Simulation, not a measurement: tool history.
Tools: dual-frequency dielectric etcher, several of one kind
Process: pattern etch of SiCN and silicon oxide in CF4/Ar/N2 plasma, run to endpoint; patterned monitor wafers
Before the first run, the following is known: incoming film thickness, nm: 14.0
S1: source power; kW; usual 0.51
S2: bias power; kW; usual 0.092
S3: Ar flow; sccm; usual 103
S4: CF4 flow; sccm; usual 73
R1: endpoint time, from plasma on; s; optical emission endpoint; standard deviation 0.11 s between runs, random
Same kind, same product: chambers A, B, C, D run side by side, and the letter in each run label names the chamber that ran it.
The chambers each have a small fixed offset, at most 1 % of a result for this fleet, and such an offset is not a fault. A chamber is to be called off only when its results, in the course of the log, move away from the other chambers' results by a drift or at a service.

run	hour	S1	S2	S3	S4	R1
1A	5.5	0.51	0.092	103	73	13.403
2B	10.6	0.51	0.092	103	73	13.177
3C	13.7	0.51	0.092	103	73	13.317
4D	20.3	0.51	0.092	103	73	13.335
5C	25.8	0.51	0.092	103	73	13.658
6D	31.5	0.51	0.092	103	73	13.248
7B	37.7	0.51	0.092	103	73	13.311
8A	43.1	0.51	0.092	103	73	13.269
9D	47.6	0.51	0.092	103	73	13.175
10A	50.7	0.51	0.092	103	87	12.993
11C	55.6	0.51	0.092	103	87	13.187
12B	59.6	0.51	0.092	103	87	12.953
13B	62.9	0.51	0.092	103	87	13.134
# hour 67.7: chamber A: wet clean of the chamber
14D	69.1	0.51	0.092	103	73	13.229
15A	72.8	0.51	0.092	103	73	13.982
16C	77	0.51	0.092	103	73	13.702
17C	83.6	0.51	0.092	103	73	13.556
18D	90.1	0.39	0.092	103	73	16.714
19A	95.4	0.39	0.092	103	73	17.605
20B	100.8	0.39	0.092	103	73	16.62
21B	106.2	0.39	0.092	103	73	16.915
22A	111.2	0.51	0.092	103	73	14.084
23C	116	0.51	0.092	103	86	13.235
24D	120.5	0.51	0.092	103	86	12.88
25A	124.7	0.51	0.092	103	86	13.485
26C	128.6	0.51	0.092	103	86	13.261
27D	134.7	0.51	0.092	103	73	13.26
28B	138.5	0.51	0.092	103	73	13.027
29B	141.9	0.51	0.092	103	73	13.275
30A	148.8	0.51	0.092	103	73	14.186
# hour 151.4: chamber C: source power generator calibrated
31C	154.8	0.51	0.092	103	73	13.483
32D	158	0.51	0.092	103	73	13.237
33C	163.5	0.51	0.092	103	73	13.448
34B	169.4	0.51	0.092	103	73	13.096
35D	176.1	0.51	0.092	90	83	12.708
36A	180.2	0.51	0.092	90	83	13.506
37B	186	0.51	0.092	90	83	12.757

Predict what each chamber gives when all 4 of them run the settings below next.
38A	191.1	0.51	0.084	103	73	?
38B	191.1	0.51	0.084	103	73	?
38C	191.1	0.51	0.084	103	73	?
38D	191.1	0.51	0.084	103	73	?

run	R1
38A	14.463
38B	13.77
38C	13.849
38D	13.639
